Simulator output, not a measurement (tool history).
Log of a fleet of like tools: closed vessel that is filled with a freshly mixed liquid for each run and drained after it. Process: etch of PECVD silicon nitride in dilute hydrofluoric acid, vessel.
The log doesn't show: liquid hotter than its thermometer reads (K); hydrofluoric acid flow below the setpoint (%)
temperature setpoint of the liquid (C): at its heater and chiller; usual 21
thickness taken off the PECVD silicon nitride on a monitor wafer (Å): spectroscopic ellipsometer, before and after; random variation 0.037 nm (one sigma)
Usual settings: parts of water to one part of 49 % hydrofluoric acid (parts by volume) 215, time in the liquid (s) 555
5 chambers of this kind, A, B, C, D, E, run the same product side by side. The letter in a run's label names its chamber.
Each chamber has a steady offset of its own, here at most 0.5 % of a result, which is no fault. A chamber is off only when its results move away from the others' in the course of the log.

run,day,temperature setpoint of the liquid (C),parts of water to one part of 49 % hydrofluoric acid (parts by volume),time in the liquid (s),hours since the thermometer was replaced,hours since the hydrofluoric acid flow meter was replaced,"read-back film thickness of the PECVD silicon nitride reference wafer, read on the same gauge (nm)",thickness taken off the PECVD silicon nitride on a monitor wafer (Å)
1D,0.321,21,215,555,14.0,229.5,59.998,69.117
2A,0.588,21,215,555,261.2,1470.0,60.012,68.710
3E,0.821,21,215,555,1662.7,247.1,60.031,68.585
4B,1.117,21,215,555,451.7,458.2,60.006,69.110
5C,1.279,21,215,555,675.4,638.2,59.985,69.025
6A,1.542,17,115,555,284.1,1492.9,60.013,96.038
7E,1.783,17,115,555,1685.8,270.2,59.985,96.206
8B,1.971,17,115,555,472.2,478.7,59.992,98.701
9D,2.242,17,115,555,60.1,275.6,59.969,96.318
10C,2.467,17,115,555,703.9,666.7,60.006,95.881
11E,2.758,21,215,555,1709.2,293.6,60.015,68.236
12A,3.083,21,215,555,321.1,1529.9,60.007,69.244
13B,3.300,21,280,555,504.1,510.6,59.976,52.735
14D,3.471,21,280,555,89.6,305.1,60.003,53.385
15C,3.633,21,280,555,731.9,694.7,59.991,53.265
16C,3.879,21,280,555,737.8,700.6,60.002,52.909
17A,4.225,21,280,555,348.5,1557.3,59.984,53.183
18B,4.546,21,215,555,534.0,540.5,60.012,69.842
19D,4.892,17,215,685,123.7,339.2,59.978,66.200
20E,5.125,17,215,685,1766.0,350.4,60.005,65.506
21D,5.412,17,215,685,136.2,351.7,60.062,66.088
22E,5.667,17,215,685,1779.0,363.4,59.999,65.425
23A,6.029,17,215,685,391.8,1600.6,59.952,65.120
# day 6.275: chamber E: thermometer replaced
24B,6.275,21,215,555,575.5,582.0,60.006,68.712
25C,6.538,21,215,555,801.6,764.4,59.990,69.043
26E,6.850,21,215,555,13.9,391.8,59.999,68.963
27D,7.017,21,215,555,174.7,390.2,59.968,69.614
28B,7.200,21,215,555,597.7,604.2,59.987,69.654
29C,7.508,21,215,555,824.9,787.7,60.030,68.925
30A,7.683,21,215,555,431.5,1640.3,60.000,68.510
31A,7.967,21,215,555,438.3,1647.1,60.004,68.973
32C,8.150,21,215,555,840.3,803.1,60.003,69.010
33D,8.342,21,215,555,206.5,422.0,59.999,69.011
34B,8.642,21,215,555,632.3,638.8,59.996,68.656
35E,8.954,21,215,555,64.4,442.3,59.974,69.025
36E,9.242,21,215,555,71.3,449.2,60.005,68.579
37A,9.492,21,215,555,474.9,1683.7,59.979,69.226
38C,9.696,21,215,555,877.4,840.2,59.978,69.176
39D,9.883,18,135,555,243.5,459.0,60.013,87.888
40B,10.138,18,135,555,668.2,674.7,60.059,89.821
41C,10.429,18,135,555,895.0,857.8,59.998,88.623

All 5 chambers run these settings next. Forecast each chamber's results:
42A,10.692,21,215,555,,,,?
42B,10.692,21,215,555,,,,?
42C,10.692,21,215,555,,,,?
42D,10.692,21,215,555,,,,?
42E,10.692,21,215,555,,,,?

run,thickness taken off the PECVD silicon nitride on a monitor wafer (Å)
42A,69.137
42B,68.524
42C,68.926
42D,69.597
42E,68.562
